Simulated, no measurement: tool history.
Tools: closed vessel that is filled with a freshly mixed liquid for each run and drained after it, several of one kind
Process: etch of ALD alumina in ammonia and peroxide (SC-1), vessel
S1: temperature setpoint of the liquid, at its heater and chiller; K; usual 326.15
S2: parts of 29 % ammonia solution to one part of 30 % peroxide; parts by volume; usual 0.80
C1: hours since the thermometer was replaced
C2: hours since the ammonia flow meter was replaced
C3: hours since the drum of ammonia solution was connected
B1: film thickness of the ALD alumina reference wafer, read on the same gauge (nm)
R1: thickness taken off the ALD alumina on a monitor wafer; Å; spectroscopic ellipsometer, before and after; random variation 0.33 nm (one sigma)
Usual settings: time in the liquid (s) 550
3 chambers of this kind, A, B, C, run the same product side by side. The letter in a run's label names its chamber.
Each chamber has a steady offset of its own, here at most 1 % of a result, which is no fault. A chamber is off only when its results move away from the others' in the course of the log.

run 1A hour=8.3 | S1=326.15 S2=0.80 time_in_the_liquid_(s)=550 | C1=852.1 C2=171.4 C3=1077.8 | B1=139.99 | R1=527.63
-- hour=17.8 chamber C: ammonia flow meter replaced
run 2B hour=22.8 | S1=326.15 S2=0.80 time_in_the_liquid_(s)=550 | C1=320.2 C2=221.9 C3=181.0 | B1=140.00 | R1=526.96
run 3C hour=29.4 | S1=326.15 S2=0.80 time_in_the_liquid_(s)=550 | C1=886.0 C2=11.7 C3=417.8 | B1=139.99 | R1=525.56
run 4B hour=37.4 | S1=326.15 S2=0.80 time_in_the_liquid_(s)=550 | C1=334.8 C2=236.5 C3=195.6 | B1=140.02 | R1=524.36
run 5A hour=44.8 | S1=326.15 S2=0.80 time_in_the_liquid_(s)=550 | C1=888.6 C2=207.9 C3=1114.3 | B1=140.01 | R1=522.15
run 6C hour=54.1 | S1=326.15 S2=0.80 time_in_the_liquid_(s)=550 | C1=910.7 C2=36.4 C3=442.5 | B1=139.98 | R1=529.62
run 7B hour=68.7 | S1=326.15 S2=0.80 time_in_the_liquid_(s)=550 | C1=366.1 C2=267.8 C3=226.9 | B1=140.00 | R1=533.18
run 8C hour=80.6 | S1=326.15 S2=0.80 time_in_the_liquid_(s)=550 | C1=937.2 C2=62.9 C3=469.0 | B1=139.99 | R1=526.21
-- hour=81.1 chamber A: new drum of ammonia solution connected
run 9A hour=91.1 | S1=326.15 S2=0.80 time_in_the_liquid_(s)=550 | C1=934.9 C2=254.2 C3=10.0 | B1=139.97 | R1=521.04
run 10C hour=100.8 | S1=326.15 S2=0.80 time_in_the_liquid_(s)=550 | C1=957.4 C2=83.1 C3=489.2 | B1=140.01 | R1=530.81
run 11A hour=115.2 | S1=326.15 S2=0.80 time_in_the_liquid_(s)=550 | C1=959.0 C2=278.3 C3=34.1 | B1=140.01 | R1=523.83
run 12B hour=127.2 | S1=326.15 S2=0.80 time_in_the_liquid_(s)=550 | C1=424.6 C2=326.3 C3=285.4 | B1=139.97 | R1=542.88
run 13A hour=138.3 | S1=326.15 S2=0.80 time_in_the_liquid_(s)=550 | C1=982.1 C2=301.4 C3=57.2 | B1=140.00 | R1=526.72
run 14C hour=145.6 | S1=326.15 S2=0.80 time_in_the_liquid_(s)=550 | C1=1002.2 C2=127.9 C3=534.0 | B1=140.06 | R1=525.46
run 15B hour=153.8 | S1=326.15 S2=0.80 time_in_the_liquid_(s)=550 | C1=451.2 C2=352.9 C3=312.0 | B1=139.96 | R1=544.89
run 16C hour=164.3 | S1=326.15 S2=0.80 time_in_the_liquid_(s)=550 | C1=1020.9 C2=146.6 C3=552.7 | B1=139.97 | R1=527.45
run 17A hour=177.5 | S1=326.15 S2=0.80 time_in_the_liquid_(s)=550 | C1=1021.3 C2=340.6 C3=96.4 | B1=139.98 | R1=525.74
run 18B hour=190.0 | S1=326.15 S2=1.05 time_in_the_liquid_(s)=550 | C1=487.4 C2=389.1 C3=348.2 | B1=140.01 | R1=563.41
-- hour=199.5 chamber C: new drum of ammonia solution connected
run 19B hour=201.6 | S1=326.15 S2=1.05 time_in_the_liquid_(s)=550 | C1=499.0 C2=400.7 C3=359.8 | B1=140.00 | R1=566.62
run 20C hour=214.5 | S1=326.15 S2=1.05 time_in_the_liquid_(s)=550 | C1=1071.1 C2=196.8 C3=15.1 | B1=140.03 | R1=541.17
run 21A hour=224.0 | S1=326.15 S2=0.80 time_in_the_liquid_(s)=550 | C1=1067.8 C2=387.1 C3=142.9 | B1=140.01 | R1=524.96
run 22C hour=233.0 | S1=326.15 S2=0.80 time_in_the_liquid_(s)=550 | C1=1089.6 C2=215.3 C3=33.6 | B1=140.02 | R1=530.15
run 23A hour=247.9 | S1=326.15 S2=1.00 time_in_the_liquid_(s)=550 | C1=1091.7 C2=411.0 C3=166.8 | B1=139.99 | R1=534.05

Is one chamber off against the others, does the gauge drift, or is nothing wrong? If a chamber is off, say which, and what the likeliest cause is.

Chamber B drifts away from the others.
Cause: liquid hotter than its thermometer reads (K) = 1.22.

Here are 4 candidates for chamber B's next run, each the usual settings with a change, their results left as question marks. Which one brings its results back in line with what the others give on the usual settings?
In line means no further than this from the other chambers' mean on the usual settings: R1 12.00 Å
run 24B-1 hour=258.8 | S1=326.65 S2=0.80 time_in_the_liquid_(s)=575 | R1=?
run 24B-2 hour=258.8 | S1=326.15 S2=0.80 time_in_the_liquid_(s)=565 | R1=?
run 24B-3 hour=258.8 | S1=326.15 S2=0.55 time_in_the_liquid_(s)=550 | R1=?
run 24B-4 hour=258.8 | S1=325.65 S2=0.80 time_in_the_liquid_(s)=530 | R1=?

The other chambers' mean on the usual settings: R1 524.24 Å
run=24B-1 R1=606.44
run=24B-2 R1=580.23
run=24B-3 R1=544.80
run=24B-4 R1=530.21
24B-4 brings the chamber back in line.

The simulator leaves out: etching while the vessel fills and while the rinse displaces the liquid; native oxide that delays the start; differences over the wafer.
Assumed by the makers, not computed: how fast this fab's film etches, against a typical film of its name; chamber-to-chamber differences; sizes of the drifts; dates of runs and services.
